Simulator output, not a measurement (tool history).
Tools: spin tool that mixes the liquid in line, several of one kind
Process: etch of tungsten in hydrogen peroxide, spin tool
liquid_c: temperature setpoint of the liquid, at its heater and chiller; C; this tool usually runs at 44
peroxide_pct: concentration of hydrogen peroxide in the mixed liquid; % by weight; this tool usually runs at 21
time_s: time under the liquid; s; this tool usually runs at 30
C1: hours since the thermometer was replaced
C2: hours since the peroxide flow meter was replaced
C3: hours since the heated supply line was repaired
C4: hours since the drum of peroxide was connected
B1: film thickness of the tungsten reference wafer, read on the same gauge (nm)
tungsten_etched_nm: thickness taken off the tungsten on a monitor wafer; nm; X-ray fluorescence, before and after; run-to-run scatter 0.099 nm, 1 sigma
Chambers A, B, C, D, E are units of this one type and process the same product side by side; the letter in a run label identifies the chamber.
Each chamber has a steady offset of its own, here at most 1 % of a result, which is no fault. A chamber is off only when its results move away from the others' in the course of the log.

run 1C hour=7.8 | liquid_c=44 peroxide_pct=21 time_s=30 | C1=243.4 C2=51 C3=1493.7 C4=129.1 | B1=100.02 | tungsten_etched_nm=22.789
run 2E hour=21.6 | liquid_c=44 peroxide_pct=21 time_s=30 | C1=1146.5 C2=781.6 C3=882.6 C4=326.7 | B1=99.997 | tungsten_etched_nm=23.124
run 3A hour=30.5 | liquid_c=44 peroxide_pct=21 time_s=30 | C1=1205.4 C2=258.4 C3=744 C4=33.2 | B1=100.02 | tungsten_etched_nm=23.114
run 4D hour=45 | liquid_c=44 peroxide_pct=21 time_s=30 | C1=661 C2=823.1 C3=1883.9 C4=446 | B1=99.995 | tungsten_etched_nm=22.725
-- hour=53.2 chamber E: thermometer replaced
run 5B hour=59 | liquid_c=44 peroxide_pct=21 time_s=20 | C1=645.9 C2=1350.7 C3=728.4 C4=329.9 | B1=100 | tungsten_etched_nm=15.481
run 6D hour=69.9 | liquid_c=44 peroxide_pct=21 time_s=20 | C1=685.9 C2=848 C3=1908.8 C4=470.9 | B1=99.995 | tungsten_etched_nm=15.32
-- hour=70.1 chamber B: peroxide flow meter replaced
run 7E hour=82.5 | liquid_c=44 peroxide_pct=21 time_s=20 | C1=29.4 C2=842.5 C3=943.5 C4=387.6 | B1=100 | tungsten_etched_nm=15.375
run 8A hour=90.6 | liquid_c=44 peroxide_pct=21 time_s=20 | C1=1265.5 C2=318.5 C3=804.1 C4=93.3 | B1=100.01 | tungsten_etched_nm=15.363
run 9B hour=101.8 | liquid_c=44 peroxide_pct=21 time_s=20 | C1=688.7 C2=31.8 C3=771.2 C4=372.7 | B1=100.02 | tungsten_etched_nm=15.228
run 10C hour=113.1 | liquid_c=44 peroxide_pct=21 time_s=30 | C1=348.7 C2=156.3 C3=1599 C4=234.4 | B1=99.989 | tungsten_etched_nm=22.759
run 11E hour=120.4 | liquid_c=44 peroxide_pct=21 time_s=30 | C1=67.3 C2=880.4 C3=981.4 C4=425.5 | B1=100 | tungsten_etched_nm=23.12
run 12B hour=135.7 | liquid_c=44 peroxide_pct=21 time_s=30 | C1=722.6 C2=65.7 C3=805.1 C4=406.6 | B1=99.993 | tungsten_etched_nm=22.804
run 13C hour=144.7 | liquid_c=44 peroxide_pct=21 time_s=30 | C1=380.3 C2=187.9 C3=1630.6 C4=266 | B1=100 | tungsten_etched_nm=22.713
run 14A hour=153.3 | liquid_c=44 peroxide_pct=21 time_s=30 | C1=1328.2 C2=381.2 C3=866.8 C4=156 | B1=100.02 | tungsten_etched_nm=23.015
run 15D hour=163.6 | liquid_c=44 peroxide_pct=21 time_s=30 | C1=779.6 C2=941.7 C3=2002.5 C4=564.6 | B1=99.994 | tungsten_etched_nm=23.031
run 16D hour=174.2 | liquid_c=44 peroxide_pct=21 time_s=30 | C1=790.2 C2=952.3 C3=2013.1 C4=575.2 | B1=100 | tungsten_etched_nm=22.841
run 17B hour=182.5 | liquid_c=44 peroxide_pct=21 time_s=30 | C1=769.4 C2=112.5 C3=851.9 C4=453.4 | B1=99.994 | tungsten_etched_nm=22.956
-- hour=196.6 chamber D: new drum of peroxide connected
run 18A hour=197.4 | liquid_c=44 peroxide_pct=21 time_s=30 | C1=1372.3 C2=425.3 C3=910.9 C4=200.1 | B1=99.983 | tungsten_etched_nm=23.085
run 19C hour=209.4 | liquid_c=44 peroxide_pct=17.5 time_s=30 | C1=445 C2=252.6 C3=1695.3 C4=330.7 | B1=99.991 | tungsten_etched_nm=20.97
-- hour=212.4 chamber C: heated supply line repaired
run 20E hour=222.3 | liquid_c=44 peroxide_pct=17.5 time_s=30 | C1=169.2 C2=982.3 C3=1083.3 C4=527.4 | B1=99.989 | tungsten_etched_nm=20.955
-- hour=223.9 chamber E: new drum of peroxide connected
run 21A hour=232.5 | liquid_c=44 peroxide_pct=17.5 time_s=30 | C1=1407.4 C2=460.4 C3=946 C4=235.2 | B1=99.999 | tungsten_etched_nm=20.907
run 22D hour=247 | liquid_c=44 peroxide_pct=17.5 time_s=30 | C1=863 C2=1025.1 C3=2085.9 C4=50.4 | B1=99.997 | tungsten_etched_nm=20.864
run 23C hour=259.6 | liquid_c=44 peroxide_pct=17.5 time_s=30 | C1=495.2 C2=302.8 C3=47.3 C4=380.9 | B1=99.999 | tungsten_etched_nm=20.794
-- hour=260.1 chamber E: heated supply line repaired
run 24B hour=268.8 | liquid_c=44 peroxide_pct=21 time_s=30 | C1=855.7 C2=198.8 C3=938.2 C4=539.7 | B1=100.01 | tungsten_etched_nm=22.77
run 25E hour=275.5 | liquid_c=44 peroxide_pct=21 time_s=30 | C1=222.4 C2=1035.5 C3=15.4 C4=51.6 | B1=99.992 | tungsten_etched_nm=23.054
run 26D hour=288 | liquid_c=44 peroxide_pct=21 time_s=30 | C1=904 C2=1066.1 C3=2126.9 C4=91.4 | B1=100.02 | tungsten_etched_nm=22.963
run 27C hour=301.5 | liquid_c=44 peroxide_pct=21 time_s=30 | C1=537.1 C2=344.7 C3=89.2 C4=422.8 | B1=99.994 | tungsten_etched_nm=22.966
run 28B hour=314 | liquid_c=44 peroxide_pct=21 time_s=30 | C1=900.9 C2=244 C3=983.4 C4=584.9 | B1=100 | tungsten_etched_nm=22.599
run 29A hour=327.5 | liquid_c=44 peroxide_pct=21 time_s=30 | C1=1502.4 C2=555.4 C3=1041 C4=330.2 | B1=100.01 | tungsten_etched_nm=23.232
run 30E hour=335.7 | liquid_c=44 peroxide_pct=21 time_s=30 | C1=282.6 C2=1095.7 C3=75.6 C4=111.8 | B1=100.01 | tungsten_etched_nm=23.094
run 31B hour=347.8 | liquid_c=44 peroxide_pct=21 time_s=30 | C1=934.7 C2=277.8 C3=1017.2 C4=618.7 | B1=100.02 | tungsten_etched_nm=22.566
run 32C hour=360.9 | liquid_c=44 peroxide_pct=21 time_s=30 | C1=596.5 C2=404.1 C3=148.6 C4=482.2 | B1=100 | tungsten_etched_nm=22.987
run 33E hour=375.7 | liquid_c=44 peroxide_pct=21 time_s=30 | C1=322.6 C2=1135.7 C3=115.6 C4=151.8 | B1=99.986 | tungsten_etched_nm=23.029
run 34A hour=389.6 | liquid_c=44 peroxide_pct=25.5 time_s=30 | C1=1564.5 C2=617.5 C3=1103.1 C4=392.3 | B1=99.992 | tungsten_etched_nm=25.313
run 35D hour=401.9 | liquid_c=44 peroxide_pct=25.5 time_s=30 | C1=1017.9 C2=1180 C3=2240.8 C4=205.3 | B1=100.01 | tungsten_etched_nm=25.142
run 36B hour=416.6 | liquid_c=44 peroxide_pct=25.5 time_s=30 | C1=1003.5 C2=346.6 C3=1086 C4=687.5 | B1=100 | tungsten_etched_nm=24.481
run 37D hour=429.9 | liquid_c=44 peroxide_pct=25.5 time_s=30 | C1=1045.9 C2=1208 C3=2268.8 C4=233.3 | B1=100.01 | tungsten_etched_nm=25.138
run 38A hour=437.2 | liquid_c=44 peroxide_pct=25.5 time_s=30 | C1=1612.1 C2=665.1 C3=1150.7 C4=439.9 | B1=100 | tungsten_etched_nm=25.349

Is one chamber off against the others, does the gauge drift, or is nothing wrong? If a chamber is off, say which, and what the likeliest cause is.

It is chamber B that slowly wanders off from its peers.
Cause: peroxide weaker than its label (%) = 7.02.
It could be hard to tell apart here from: liquid colder than its thermometer reads (K); peroxide flow below the setpoint (%); temperature lost on the way to the wafer (K).

Below are 4 candidate recipes for chamber B's next run, each the usual settings with a change, their results shown as question marks. Which of them brings B's results back in line with what the other chambers give on the usual settings?
A result is in line if it is within this distance of the other chambers' mean on the usual settings: tungsten_etched_nm 0.35 nm
run 39B-1 hour=448.2 | liquid_c=45 peroxide_pct=21 time_s=30 | tungsten_etched_nm=?
run 39B-2 hour=448.2 | liquid_c=44.5 peroxide_pct=21 time_s=30 | tungsten_etched_nm=?
run 39B-3 hour=448.2 | liquid_c=43.5 peroxide_pct=21 time_s=30 | tungsten_etched_nm=?
run 39B-4 hour=448.2 | liquid_c=43 peroxide_pct=21 time_s=30 | tungsten_etched_nm=?

Other chambers, usual settings, mean: tungsten_etched_nm 22.942 nm
run=39B-1 tungsten_etched_nm=23.674
run=39B-2 tungsten_etched_nm=22.953
run=39B-3 tungsten_etched_nm=21.569
run=39B-4 tungsten_etched_nm=20.906
It is 39B-2 that realigns the chamber with its peers.
